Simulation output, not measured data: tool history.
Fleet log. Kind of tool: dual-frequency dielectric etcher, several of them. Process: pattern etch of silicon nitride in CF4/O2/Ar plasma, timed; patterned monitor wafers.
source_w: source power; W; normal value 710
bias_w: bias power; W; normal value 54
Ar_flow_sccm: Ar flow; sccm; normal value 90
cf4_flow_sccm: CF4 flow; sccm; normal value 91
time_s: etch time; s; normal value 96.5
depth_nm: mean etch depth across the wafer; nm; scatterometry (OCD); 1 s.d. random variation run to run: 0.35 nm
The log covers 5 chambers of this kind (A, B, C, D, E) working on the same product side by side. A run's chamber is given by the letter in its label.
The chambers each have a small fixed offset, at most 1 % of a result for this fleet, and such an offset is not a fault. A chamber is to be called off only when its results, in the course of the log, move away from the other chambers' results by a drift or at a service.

run   hour  source_w  bias_w  Ar_flow_sccm  cf4_flow_sccm  time_s  hours since the last wet clean  hours since the last source power generator calibration  hours since the last bias power generator calibration  hours since the last Ar flow controller change  hours since the last CF4 flow controller change  read-back reference wafer on the same gauge, depth_nm  depth_nm
       1.1  -- chamber B: wet clean of the chamber
 1C    3.8       710      54            90             91    96.5                           327.1                                                    478.4                                                 3475.7                                          4893.6                                           2693.6                                                 205.95    254.76
 2D     10       710      54            90             91    96.5                             163                                                   2437.4                                                   1017                                          1168.6                                           2199.2                                                 205.94    255.97
 3A   16.7       710      54            90             91    96.5                           164.5                                                     3140                                                  757.1                                          1175.4                                           1007.1                                                 205.96    254.19
 4E   23.3       710      54            90             91    96.5                           605.4                                                    661.8                                                 3036.1                                             828                                           2827.4                                                 205.83    253.84
 5B   27.1       710      54            90             91    96.5                              26                                                    245.8                                                  611.1                                          1646.9                                            866.1                                                 205.85    254.37
 6C   33.9       710      54            90             91    96.5                           357.2                                                    508.5                                                 3505.8                                          4923.7                                           2723.7                                                 205.78    253.71
 7A   40.4       710      54            90             91    96.5                           188.2                                                   3163.7                                                  780.8                                          1199.1                                           1030.8                                                 205.83    254.01
 8D   46.4       710      54            83             91    96.5                           199.4                                                   2473.8                                                 1053.4                                            1205                                           2235.6                                                 205.74    257.76
      50.1  -- chamber E: wet clean of the chamber
 9E   51.2       710      54            83             91    96.5                             1.1                                                    689.7                                                   3064                                           855.9                                           2855.3                                                  205.8    256.13
10B   56.3       710      54            83             91    96.5                            55.2                                                      275                                                  640.3                                          1676.1                                            895.3                                                 205.73    257.43
11D   63.1       710      54            83             91    96.5                           216.1                                                   2490.5                                                 1070.1                                          1221.7                                           2252.3                                                 205.69    257.47
12C   69.9       710      54            83             91    96.5                           393.2                                                    544.5                                                 3541.8                                          4959.7                                           2759.7                                                 205.59    255.77
        72  -- chamber C: CF4 flow controller replaced
13B     76       710      54            90             91    96.5                            74.9                                                    294.7                                                    660                                          1695.8                                              915                                                 205.61    254.86
14E   80.2       710      54            90             91    96.5                            30.1                                                    718.7                                                   3093                                           884.9                                           2884.3                                                 205.46    253.17
15A   84.2       710      54            90             91    96.5                             232                                                   3207.5                                                  824.6                                          1242.9                                           1074.6                                                 205.59    253.73
16E   89.3       710      54           106            112    96.5                            39.2                                                    727.8                                                 3102.1                                             894                                           2893.4                                                 205.54    255.18
17B   93.5       710      54           106            112    96.5                            92.4                                                    312.2                                                  677.5                                          1713.3                                            932.5                                                 205.54    256.45
18D   99.3       710      54           106            112    96.5                           252.3                                                   2526.7                                                 1106.3                                          1257.9                                           2288.5                                                  205.5    257.33
     100.9  -- chamber C: wet clean of the chamber
19C  107.1       710      54           106            112    96.5                             6.3                                                    581.7                                                   3579                                          4996.9                                             35.2                                                 205.46    254.39
20A  115.3       710      54           106            112    96.5                           263.1                                                   3238.6                                                  855.7                                            1274                                           1105.7                                                 205.37    254.99
21E  123.1       710      54            90             91    96.5                              73                                                    761.6                                                 3135.9                                           927.8                                           2927.2                                                 205.36    253.15
22D  128.3       710      54            90             91    96.5                           281.3                                                   2555.7                                                 1135.3                                          1286.9                                           2317.5                                                 205.28    254.72
23A    132       710      54            90             91    96.5                           279.8                                                   3255.3                                                  872.4                                          1290.7                                           1122.4                                                 205.23    253.28
24B  138.7       710      54            90             91    96.5                           137.6                                                    357.4                                                  722.7                                          1758.5                                            977.7                                                 205.27    254.18
     140.6  -- chamber E: CF4 flow controller replaced
25C  145.9       710      54            90             91    96.5                            45.1                                                    620.5                                                 3617.8                                          5035.7                                               74                                                 205.22    253.48
26C  153.4       710      54            90             91    96.5                            52.6                                                      628                                                 3625.3                                          5043.2                                             81.5                                                 205.16    253.21
27B  159.3       710      54            90             91    96.5                           158.2                                                      378                                                  743.3                                          1779.1                                            998.3                                                 205.12    254.35
28E  164.4       710      54            90             91    96.5                           114.3                                                    802.9                                                 3177.2                                           969.1                                             23.9                                                 205.09    253.72
29A  171.2       710      54            90             91    96.5                             319                                                   3294.5                                                  911.6                                          1329.9                                           1161.6                                                 205.11    252.93
30D    179       710      54            90             91    96.5                             332                                                   2606.4                                                   1186                                          1337.6                                           2368.2                                                 205.07    254.58
31B  183.8       710      54            90             91    96.5                           182.7                                                    402.5                                                  767.8                                          1803.6                                           1022.8                                                 205.06    253.99
32D    190       710      54            90             91    96.5                             343                                                   2617.4                                                   1197                                          1348.6                                           2379.2                                                 204.99    254.79
33E  194.2       710      54            90             74    96.5                           144.1                                                    832.7                                                   3207                                           998.9                                             53.7                                                 204.97    245.69
34C  198.7       710      54            90             74    96.5                            97.9                                                    673.3                                                 3670.6                                          5088.5                                            126.8                                                 204.95    246.61
35A  205.7       710      54            90             74    96.5                           353.5                                                     3329                                                  946.1                                          1364.4                                           1196.1                                                  204.9    246.32
36A    210       710      54            90             74    96.5                           357.8                                                   3333.3                                                  950.4                                          1368.7                                           1200.4                                                 204.87     246.3
37E  214.7       710      54            90             74    96.5                           164.6                                                    853.2                                                 3227.5                                          1019.4                                             74.2                                                 204.83    245.58

All chambers now run identical settings, listed one chamber a line with results as question marks. What results will each chamber show?
38A  220.6       710      54           108             91    96.5                                                                                                                                                                                                                                                                                                                 ?
38B  220.6       710      54           108             91    96.5                                                                                                                                                                                                                                                                                                                 ?
38C  220.6       710      54           108             91    96.5                                                                                                                                                                                                                                                                                                                 ?
38D  220.6       710      54           108             91    96.5                                                                                                                                                                                                                                                                                                                 ?
38E  220.6       710      54           108             91    96.5                                                                                                                                                                                                                                                                                                                 ?

run  depth_nm
38A    246.16
38B    248.18
38C    246.94
38D    249.05
38E    246.17

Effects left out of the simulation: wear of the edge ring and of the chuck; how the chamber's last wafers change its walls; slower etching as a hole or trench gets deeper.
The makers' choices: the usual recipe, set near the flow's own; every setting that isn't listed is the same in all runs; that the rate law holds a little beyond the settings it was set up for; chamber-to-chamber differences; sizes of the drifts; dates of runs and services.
